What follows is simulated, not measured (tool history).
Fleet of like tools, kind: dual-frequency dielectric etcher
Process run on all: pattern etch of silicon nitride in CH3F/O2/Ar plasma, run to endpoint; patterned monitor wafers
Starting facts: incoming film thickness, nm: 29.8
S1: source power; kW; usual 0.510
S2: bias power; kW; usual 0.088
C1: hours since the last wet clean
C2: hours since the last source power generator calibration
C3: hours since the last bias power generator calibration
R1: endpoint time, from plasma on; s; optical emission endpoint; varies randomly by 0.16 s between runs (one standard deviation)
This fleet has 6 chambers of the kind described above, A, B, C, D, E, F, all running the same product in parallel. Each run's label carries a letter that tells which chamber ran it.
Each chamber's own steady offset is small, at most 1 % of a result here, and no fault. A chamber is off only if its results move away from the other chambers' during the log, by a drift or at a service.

run,hour,S1,S2,C1,C2,C3,R1
1C,6.7,0.510,0.088,369.4,2460.4,3160.1,37.142
2D,17.6,0.510,0.088,25.8,1656.8,1315.6,36.740
# hour 21.7: chamber B: wet clean of the chamber
3A,23.0,0.510,0.088,230.1,2484.0,1582.8,36.963
4B,33.6,0.510,0.088,11.9,1200.0,923.1,36.938
5F,39.0,0.510,0.088,215.8,196.5,1326.7,36.923
6E,47.9,0.510,0.088,437.5,1597.5,1571.4,36.652
7D,59.8,0.510,0.088,68.0,1699.0,1357.8,36.423
8E,70.7,0.510,0.088,460.3,1620.3,1594.2,36.980
9C,81.1,0.510,0.088,443.8,2534.8,3234.5,37.095
10B,87.2,0.510,0.088,65.5,1253.6,976.7,37.257
11A,95.2,0.510,0.088,302.3,2556.2,1655.0,36.801
12F,101.3,0.390,0.088,278.1,258.8,1389.0,40.913
13C,108.0,0.390,0.088,470.7,2561.7,3261.4,40.785
14D,118.7,0.390,0.088,126.9,1757.9,1416.7,40.649
15A,125.3,0.390,0.088,332.4,2586.3,1685.1,40.744
16E,136.8,0.390,0.088,526.4,1686.4,1660.3,40.732
# hour 143.3: chamber E: wet clean of the chamber
17B,147.1,0.390,0.088,125.4,1313.5,1036.6,41.134
# hour 147.2: chamber F: wet clean of the chamber
18F,152.8,0.510,0.088,5.6,310.3,1440.5,35.872
19B,159.9,0.510,0.088,138.2,1326.3,1049.4,37.132
20D,170.3,0.510,0.088,178.5,1809.5,1468.3,36.465
21E,178.9,0.510,0.088,35.6,1728.5,1702.4,37.044
# hour 187.0: chamber C: wet clean of the chamber
22A,190.0,0.510,0.088,397.1,2651.0,1749.8,37.054
23C,196.1,0.510,0.088,9.2,2649.8,3349.5,37.049
24F,201.8,0.510,0.088,54.6,359.3,1489.5,36.165
25B,213.7,0.510,0.088,192.0,1380.1,1103.2,36.599
26A,222.3,0.510,0.088,429.4,2683.3,1782.1,36.630
27D,232.4,0.510,0.088,240.6,1871.6,1530.4,37.165
# hour 236.8: chamber C: source power generator calibrated
28F,241.4,0.510,0.088,94.2,398.9,1529.1,35.649
29C,248.4,0.510,0.088,61.5,11.6,3401.8,36.886
30E,258.2,0.510,0.088,114.9,1807.8,1781.7,36.874
# hour 259.4: chamber A: wet clean of the chamber
31B,264.2,0.510,0.088,242.5,1430.6,1153.7,36.731
32C,272.6,0.420,0.088,85.7,35.8,3426.0,39.960
33A,279.6,0.420,0.088,20.2,2740.6,1839.4,39.718
34E,289.9,0.420,0.088,146.6,1839.5,1813.4,39.544
35F,295.5,0.420,0.088,148.3,453.0,1583.2,38.394
36D,304.2,0.420,0.088,312.4,1943.4,1602.2,39.831

Next, every chamber runs the same settings. What will each give?
37A,312.9,0.510,0.088,,,,?
37B,312.9,0.510,0.088,,,,?
37C,312.9,0.510,0.088,,,,?
37D,312.9,0.510,0.088,,,,?
37E,312.9,0.510,0.088,,,,?
37F,312.9,0.510,0.088,,,,?

run,R1
37A,36.996
37B,36.699
37C,37.099
37D,37.146
37E,36.703
37F,35.656
